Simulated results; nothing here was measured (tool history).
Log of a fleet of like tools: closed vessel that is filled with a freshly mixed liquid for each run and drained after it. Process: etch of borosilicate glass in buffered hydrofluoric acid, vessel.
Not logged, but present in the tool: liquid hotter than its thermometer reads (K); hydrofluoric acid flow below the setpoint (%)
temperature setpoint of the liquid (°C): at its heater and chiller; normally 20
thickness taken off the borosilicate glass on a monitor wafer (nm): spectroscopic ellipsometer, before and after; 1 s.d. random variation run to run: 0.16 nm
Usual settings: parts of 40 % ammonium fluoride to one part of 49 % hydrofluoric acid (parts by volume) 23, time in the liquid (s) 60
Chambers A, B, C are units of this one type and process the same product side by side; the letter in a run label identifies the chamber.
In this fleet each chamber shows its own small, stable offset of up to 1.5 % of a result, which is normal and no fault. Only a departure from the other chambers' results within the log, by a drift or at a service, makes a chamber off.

run   hour  temperature setpoint of the liquid (°C)  parts of 40 % ammonium fluoride to one part of 49 % hydrofluoric acid (parts by volume)  time in the liquid (s)  hours since the thermometer was replaced  hours since the hydrofluoric acid flow meter was replaced  read-back film thickness of the borosilicate glass reference wafer, read on the same gauge (nm)  thickness taken off the borosilicate glass on a monitor wafer (nm)
 1C    5.1                                       20                                                                                       23                      60                                     388.6                                                      287.0                                                                                           59.986                                                              27.645
 2B   13.2                                       20                                                                                       23                      60                                     482.9                                                      138.3                                                                                           59.983                                                              27.517
 3A   22.2                                       20                                                                                       23                      60                                     292.0                                                      835.8                                                                                           59.998                                                              28.016
 4B   30.9                                       20                                                                                       23                      60                                     500.6                                                      156.0                                                                                           60.000                                                              27.426
 5C   37.3                                       20                                                                                       23                      60                                     420.8                                                      319.2                                                                                           60.007                                                              27.411
 6A   47.2                                       20                                                                                       23                      60                                     317.0                                                      860.8                                                                                           60.001                                                              27.823
 7A   53.1                                       20                                                                                       23                      60                                     322.9                                                      866.7                                                                                           60.001                                                              27.896
 8B   62.6                                       20                                                                                       23                      60                                     532.3                                                      187.7                                                                                           60.022                                                              27.796
 9C   71.6                                       20                                                                                       23                      60                                     455.1                                                      353.5                                                                                           60.009                                                              27.888
10C   80.1                                       18                                                                                       23                      95                                     463.6                                                      362.0                                                                                           59.980                                                              39.544
11B   89.3                                       18                                                                                       23                      95                                     559.0                                                      214.4                                                                                           60.001                                                              40.516
12A   98.0                                       18                                                                                       23                      95                                     367.8                                                      911.6                                                                                           59.988                                                              39.920
13B  103.5                                       20                                                                                       23                      60                                     573.2                                                      228.6                                                                                           59.992                                                              28.411
14A  110.4                                       20                                                                                       23                      60                                     380.2                                                      924.0                                                                                           59.996                                                              28.075
15C  116.8                                       20                                                                                       23                      60                                     500.3                                                      398.7                                                                                           59.989                                                              27.753
16B  121.3                                       20                                                                                       23                      60                                     591.0                                                      246.4                                                                                           59.996                                                              28.404
17A  127.4                                       20                                                                                       23                      60                                     397.2                                                      941.0                                                                                           60.006                                                              27.972
18C  135.9                                       20                                                                                       23                      60                                     519.4                                                      417.8                                                                                           60.009                                                              27.630
19A  143.1                                       17                                                                                       23                      35                                     412.9                                                      956.7                                                                                           59.999                                                              13.848
20B  149.2                                       17                                                                                       23                      35                                     618.9                                                      274.3                                                                                           60.002                                                              14.079
21C  155.4                                       17                                                                                       23                      35                                     538.9                                                      437.3                                                                                           59.993                                                              13.720
22B  165.4                                       20                                                                                       23                      60                                     635.1                                                      290.5                                                                                           60.003                                                              29.009
23A  174.8                                       20                                                                                       23                      60                                     444.6                                                      988.4                                                                                           59.997                                                              27.904
24C  184.7                                       20                                                                                       28                      70                                     568.2                                                      466.6                                                                                           59.995                                                              27.827
25B  190.4                                       20                                                                                       28                      70                                     660.1                                                      315.5                                                                                           60.006                                                              29.563
26C  198.8                                       20                                                                                       28                      70                                     582.3                                                      480.7                                                                                           59.991                                                              28.048
27A  208.4                                       20                                                                                       23                      60                                     478.2                                                     1022.0                                                                                           59.981                                                              28.190
28B  215.0                                       20                                                                                       23                      60                                     684.7                                                      340.1                                                                                           59.995                                                              29.729
29A  219.9                                       20                                                                                       23                      60                                     489.7                                                     1033.5                                                                                           59.998                                                              28.065
30C  225.3                                       20                                                                                       15                      35                                     608.8                                                      507.2                                                                                           59.980                                                              23.705
31B  235.0                                       20                                                                                       15                      35                                     704.7                                                      360.1                                                                                           60.004                                                              25.137
32C  242.2                                       20                                                                                       15                      35                                     625.7                                                      524.1                                                                                           60.015                                                              23.785

For the next run the whole fleet of 3 chambers uses the same settings. Give each chamber's results:
33A  249.6                                       20                                                                                       23                      60                                                                                                                                                                                                                                                                         ?
33B  249.6                                       20                                                                                       23                      60                                                                                                                                                                                                                                                                         ?
33C  249.6                                       20                                                                                       23                      60                                                                                                                                                                                                                                                                         ?

run  thickness taken off the borosilicate glass on a monitor wafer (nm)
33A                                                              28.062
33B                                                              30.043
33C                                                              27.532

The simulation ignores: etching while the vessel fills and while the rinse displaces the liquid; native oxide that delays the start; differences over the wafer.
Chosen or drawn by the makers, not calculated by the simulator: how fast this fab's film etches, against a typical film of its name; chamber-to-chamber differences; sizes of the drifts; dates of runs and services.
